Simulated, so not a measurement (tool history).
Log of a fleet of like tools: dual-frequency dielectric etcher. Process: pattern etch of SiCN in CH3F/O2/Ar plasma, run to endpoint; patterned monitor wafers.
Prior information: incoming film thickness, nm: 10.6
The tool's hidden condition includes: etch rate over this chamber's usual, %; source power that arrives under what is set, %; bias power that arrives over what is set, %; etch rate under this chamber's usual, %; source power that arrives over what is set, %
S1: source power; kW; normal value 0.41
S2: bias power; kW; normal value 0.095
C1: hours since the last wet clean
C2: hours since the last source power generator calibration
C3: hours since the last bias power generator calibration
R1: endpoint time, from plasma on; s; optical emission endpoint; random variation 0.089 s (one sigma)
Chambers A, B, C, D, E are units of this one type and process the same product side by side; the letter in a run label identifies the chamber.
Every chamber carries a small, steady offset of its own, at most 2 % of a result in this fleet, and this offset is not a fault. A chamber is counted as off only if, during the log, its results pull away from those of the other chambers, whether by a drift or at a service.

run,hour,S1,S2,C1,C2,C3,R1
1D,11.8,0.41,0.095,66.5,2129.8,1667.8,25.086
2C,20.3,0.41,0.095,36.9,3734.2,944.4,25.516
3B,27,0.41,0.095,471.8,885.4,719.2,25.659
4E,33.8,0.41,0.095,441.3,917.9,4124,24.974
5A,43.5,0.41,0.095,193.2,1481.8,131.1,25.758
6C,53.8,0.46,0.118,70.4,3767.7,977.9,22.588
7D,61.3,0.46,0.118,116,2179.3,1717.3,22.203
8A,69.2,0.46,0.118,218.9,1507.5,156.8,22.728
9B,83.5,0.46,0.118,528.3,941.9,775.7,22.539
10E,93.4,0.46,0.118,500.9,977.5,4183.6,22.032
11E,100.5,0.41,0.095,508,984.6,4190.7,24.932
12D,107,0.41,0.095,161.7,2225,1763,25.009
# hour 113.8: chamber E: wet clean of the chamber
13B,120,0.41,0.095,564.8,978.4,812.2,25.712
14A,132.6,0.41,0.095,282.3,1570.9,220.2,25.918
# hour 137.1: chamber E: bias power generator calibrated
15C,139.1,0.41,0.095,155.7,3853,1063.2,25.555
16B,153.7,0.41,0.095,598.5,1012.1,845.9,25.65
17A,163.6,0.41,0.095,313.3,1601.9,251.2,25.672
18D,175.5,0.41,0.095,230.2,2293.5,1831.5,25.161
# hour 187.5: chamber B: wet clean of the chamber
19C,190.2,0.41,0.095,206.8,3904.1,1114.3,25.398
20E,201,0.41,0.095,87.3,1085.1,63.9,24.867
21E,209.7,0.41,0.095,96,1093.8,72.6,25.085
22D,222.8,0.41,0.095,277.5,2340.8,1878.8,25.055
23C,232.3,0.41,0.095,248.9,3946.2,1156.4,25.423
# hour 243: chamber A: wet clean of the chamber
24A,244.8,0.41,0.095,1.8,1683.1,332.4,25.611
25B,257,0.41,0.095,69.5,1115.4,949.2,25.575
26E,268.6,0.41,0.095,154.9,1152.7,131.5,25.02
27A,276.5,0.41,0.095,33.5,1714.8,364.1,25.56
28C,291.4,0.41,0.095,308,4005.3,1215.5,25.551
29B,300.7,0.5,0.104,113.2,1159.1,992.9,22.891
30D,314.7,0.5,0.104,369.4,2432.7,1970.7,22.607
31B,326.5,0.5,0.104,139,1184.9,1018.7,23.009
32E,340.5,0.5,0.104,226.8,1224.6,203.4,22.321
33C,351.2,0.5,0.104,367.8,4065.1,1275.3,23.003
34A,364.2,0.5,0.072,121.2,1802.5,451.8,26.432
35D,372.3,0.5,0.072,427,2490.3,2028.3,25.817
36A,382.2,0.5,0.072,139.2,1820.5,469.8,26.375
37C,391.2,0.5,0.072,407.8,4105.1,1315.3,26.171
38E,399.1,0.5,0.072,285.4,1283.2,262,25.749
39B,410.1,0.41,0.095,222.6,1268.5,1102.3,25.548
40D,419.4,0.41,0.095,474.1,2537.4,2075.4,25.175
41A,432.8,0.44,0.077,189.8,1871.1,520.4,27.196

Each of the 5 chambers runs these same settings next. Fill in every chamber's results:
42A,443.5,0.41,0.118,,,,?
42B,443.5,0.41,0.118,,,,?
42C,443.5,0.41,0.118,,,,?
42D,443.5,0.41,0.118,,,,?
42E,443.5,0.41,0.118,,,,?

run,R1
42A,23.657
42B,23.532
42C,23.514
42D,23.067
42E,22.99
